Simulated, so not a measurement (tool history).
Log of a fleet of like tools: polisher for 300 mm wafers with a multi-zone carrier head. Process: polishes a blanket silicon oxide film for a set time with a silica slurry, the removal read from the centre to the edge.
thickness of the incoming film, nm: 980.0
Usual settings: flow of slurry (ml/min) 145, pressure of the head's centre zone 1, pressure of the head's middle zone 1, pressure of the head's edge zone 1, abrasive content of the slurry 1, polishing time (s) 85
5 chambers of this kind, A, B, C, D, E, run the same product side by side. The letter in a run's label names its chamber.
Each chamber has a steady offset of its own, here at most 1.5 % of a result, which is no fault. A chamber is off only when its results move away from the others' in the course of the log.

run   hour  flow of slurry (ml/min)  pressure of the head's centre zone  pressure of the head's middle zone  pressure of the head's edge zone  abrasive content of the slurry  polishing time (s)  wafers polished on this pad  hours since the slurry nozzle was cleaned  hours since the centre zone pressure was calibrated  hours since the edge zone pressure was calibrated  film removed at the wafer's centre (Å)  film removed at mid-radius (Å)  film removed at the wafer's edge (Å)
 1E   13.2                      145                                   1                                   1                                 1                               1                  85                          401                                       98.8                                                 18.6                                                387                                  2046.7                          2049.3                                2052.9
      18.8  -- chamber A: edge zone pressure recalibrated
 2B   22.5                      145                                   1                                   1                                 1                               1                  85                          302                                      134.6                                                919.3                                              382.9                                  2026.8                          2012.4                                1978.8
 3A   31.5                      145                                   1                                   1                                 1                               1                  85                          295                                      371.7                                                195.6                                               12.8                                  2039.8                          2046.1                                  2020
      40.3  -- chamber D: worn pad replaced by a new one
 4D   43.4                      145                                   1                                   1                                 1                               1                  85                           22                                      100.1                                                316.9                                               86.6                                  2039.9                          2022.8                                2011.7
 5C   53.4                      145                                   1                                   1                                 1                               1                  85                          474                                      215.5                                                922.9                                                644                                  2013.9                          1975.9                                2000.4
 6E     64                      145                                   1                                   1                                 1                               1                  85                          753                                      149.6                                                 69.4                                              437.8                                  2019.6                          2042.7                                1969.6
        66  -- chamber B: worn pad replaced by a new one
 7D   72.2                      145                                   1                                   1                                 1                               1                  85                          222                                      128.9                                                345.7                                              115.4                                  2046.2                          2014.8                                2002.9
      81.1  -- chamber A: worn pad replaced by a new one
 8A   83.8                      145                                   1                                   1                                 1                               1                  85                           19                                        424                                                247.9                                               65.1                                  2052.7                          1988.2                                2024.4
      88.9  -- chamber A: slurry nozzle cleaned
 9C   91.3                      145                                   1                                   1                                 1                               1                  85                          737                                      253.4                                                960.8                                              681.9                                  2048.4                          1993.7                                2101.6
10B    101                      145                                   1                                   1                                 1                               1                  85                          243                                      213.1                                                997.8                                              461.4                                  2060.2                          2008.4                                2035.3
11C  108.1                      145                                   1                                   1                                 1                               1                  85                          854                                      270.2                                                977.6                                              698.7                                    2041                          2012.8                                2001.3
12B  119.4                      145                                   1                                   1                                 1                               1                  85                          371                                      231.5                                               1016.2                                              479.8                                  2033.5                          2036.4                                2010.7
13D  128.9                      145                                   1                                   1                                 1                               1                  85                          615                                      185.6                                                402.4                                              172.1                                  2075.7                          2001.5                                2010.4
     130.2  -- chamber E: worn pad replaced by a new one
       134  -- chamber C: worn pad replaced by a new one
14E  135.8                      145                                   1                                   1                                 1                               1                  85                           39                                      221.4                                                141.2                                              509.6                                  1981.6                          2018.6                                2106.5
15A  144.9                      100                                   1                                   1                                 1                            1.15                  85                          443                                       56.1                                                  309                                              126.2                                  1942.9                          1940.4                                2025.3
     146.8  -- chamber B: worn pad replaced by a new one
     150.9  -- chamber C: slurry nozzle cleaned
16C  157.7                      100                                   1                                   1                                 1                            1.15                  85                          165                                        6.9                                               1027.2                                              748.3                                  1940.7                            1981                                2019.8
     157.8  -- chamber A: worn pad replaced by a new one
17E  170.8                      100                                   1                                   1                                 1                            1.15                  85                          282                                      256.4                                                176.2                                              544.6                                  1921.3                          1953.5                                2071.8
18A  184.3                      100                                   1                                   1                                 1                            1.15                  85                          183                                       95.5                                                348.4                                              165.6                                  1984.5                          1988.7                                2014.2
     196.4  -- chamber D: worn pad replaced by a new one
19D  197.5                      100                                   1                                   1                                 1                            1.15                  85                            7                                      254.2                                                  471                                              240.7                                    1983                          1931.8                                2028.2
20B  207.5                      145                                   1                                   1                                 1                               1                  85                          421                                      319.6                                               1104.3                                              567.9                                  2090.6                          1977.5                                2043.8
21A  216.4                      145                                   1                                   1                                 1                               1                  85                          406                                      127.6                                                380.5                                              197.7                                  2054.6                          1985.9                                1996.2
22E  227.2                      145                                   1                                   1                                 1                               1                  85                          673                                      312.8                                                232.6                                                601                                  2062.4                            1987                                1999.1
     234.7  -- chamber B: worn pad replaced by a new one
23C  238.9                      145                                   1                                   1                                 1                               1                  85                          728                                       88.1                                               1108.4                                              829.5                                  2042.7                          1959.5                                2048.1
     239.3  -- chamber A: worn pad replaced by a new one
24B  249.4                      145                                   1                                   1                                 1                               1                  85                          102                                      361.5                                               1146.2                                              609.8                                  2143.2                          2050.3                                2055.5
25D  255.7                      145                                   1                                   1                                 1                               1                  85                          411                                      312.4                                                529.2                                              298.9                                  2068.8                          2036.8                                2019.8
26B  265.3                      145                                   1                                   1                              1.11                            0.75                  85                          212                                      377.4                                               1162.1                                              625.7                                  1855.2                          1751.8                                  1880
27C  273.2                      145                                   1                                   1                              1.11                            0.75                  85                          966                                      122.4                                               1142.7                                              863.8                                  1786.9                          1705.8                                1857.1
     274.7  -- chamber D: slurry nozzle cleaned
     275.2  -- chamber C: worn pad replaced by a new one
     285.8  -- chamber B: edge zone pressure recalibrated
28D    286                      145                                   1                                   1                              1.11                            0.75                  85                          621                                       11.3                                                559.5                                              329.2                                  1767.2                          1767.4                                1906.6
     296.6  -- chamber D: centre zone pressure recalibrated
29E  297.8                      145                                   1                                   1                              1.11                            0.75                  85                         1163                                      383.4                                                303.2                                              671.6                                  1766.1                          1744.5                                  1900
30A  311.3                      145                                   1                                   1                              1.11                            0.75                  85                          500                                      222.5                                                475.4                                              292.6                                  1754.6                          1731.6                                1879.3
     312.1  -- chamber B: worn pad replaced by a new one
31B  317.5                      145                                   1                                   1                                 1                               1                  85                           37                                      429.6                                               1214.3                                               31.8                                  2103.4                          1997.6                                1978.1
32A  330.3                      145                                   1                                   1                                 1                               1                  85                          631                                      241.5                                                494.4                                              311.6                                  2056.5                          2011.8                                2009.4
     331.6  -- chamber A: worn pad replaced by a new one
     336.6  -- chamber C: edge zone pressure recalibrated
     339.7  -- chamber D: worn pad replaced by a new one
33E  341.4                      105                                   1                                   1                                 1                               1                  85                         1466                                        427                                                346.8                                              715.2                                  1852.6                          1836.8                                1962.9
34D  347.9                      105                                   1                                   1                                 1                               1                  85                           56                                       73.2                                                 51.3                                              391.1                                  1889.1                          1913.8                                1958.6
     353.3  -- chamber E: worn pad replaced by a new one
35C  359.4                      105                                   1                                   1                                 1                               1                  85                          584                                      208.6                                               1228.9                                               22.8                                  1842.8                          1865.2                                1944.8
36A    366                      105                                   1                                   1                                 1                               1                  85                          239                                      277.2                                                530.1                                              347.3                                  1931.5                          1869.8                                1947.3
37D  372.4                      105                                   1                                   1                                 1                               1                  85                          226                                       97.7                                                 75.8                                              415.6                                  1896.9                          1874.9                                1920.9
38B  379.5                      145                                   1                                   1                                 1                               1                  85                          467                                      491.6                                               1276.3                                               93.8                                  2183.9                          1994.1                                2029.2
39E  391.8                      145                                   1                                   1                                 1                               1                  85                          267                                      477.4                                                397.2                                              765.6                                  2049.8                          1967.8                                2053.7
40C  400.2                      145                                   1                                   1                                 1                               1                  85                          867                                      249.4                                               1269.7                                               63.6                                  2030.7                          2001.2                                  1985
41C  412.4                      145                                   1                                   1                                 1                               1                  85                          952                                      261.6                                               1281.9                                               75.8                                  2055.2                          1978.5                                2055.7

All 5 chambers run these settings next. Forecast each chamber's results:
42A  422.4                      145                                   1                                   1                                 1                               1                  85                                                                                                                                                                                                                       ?                               ?                                     ?
42B  422.4                      145                                   1                                   1                                 1                               1                  85                                                                                                                                                                                                                       ?                               ?                                     ?
42C  422.4                      145                                   1                                   1                                 1                               1                  85                                                                                                                                                                                                                       ?                               ?                                     ?
42D  422.4                      145                                   1                                   1                                 1                               1                  85                                                                                                                                                                                                                       ?                               ?                                     ?
42E  422.4                      145                                   1                                   1                                 1                               1                  85                                                                                                                                                                                                                       ?                               ?                                     ?

run  film removed at the wafer's centre (Å)  film removed at mid-radius (Å)  film removed at the wafer's edge (Å)
42A                                  2012.6                          1981.6                                2038.6
42B                                  2228.5                          1994.1                                2026.3
42C                                  2016.9                          1989.8                                  2040
42D                                  2045.9                          2048.7                                  2018
42E                                  2020.2                          2017.5                                2057.9

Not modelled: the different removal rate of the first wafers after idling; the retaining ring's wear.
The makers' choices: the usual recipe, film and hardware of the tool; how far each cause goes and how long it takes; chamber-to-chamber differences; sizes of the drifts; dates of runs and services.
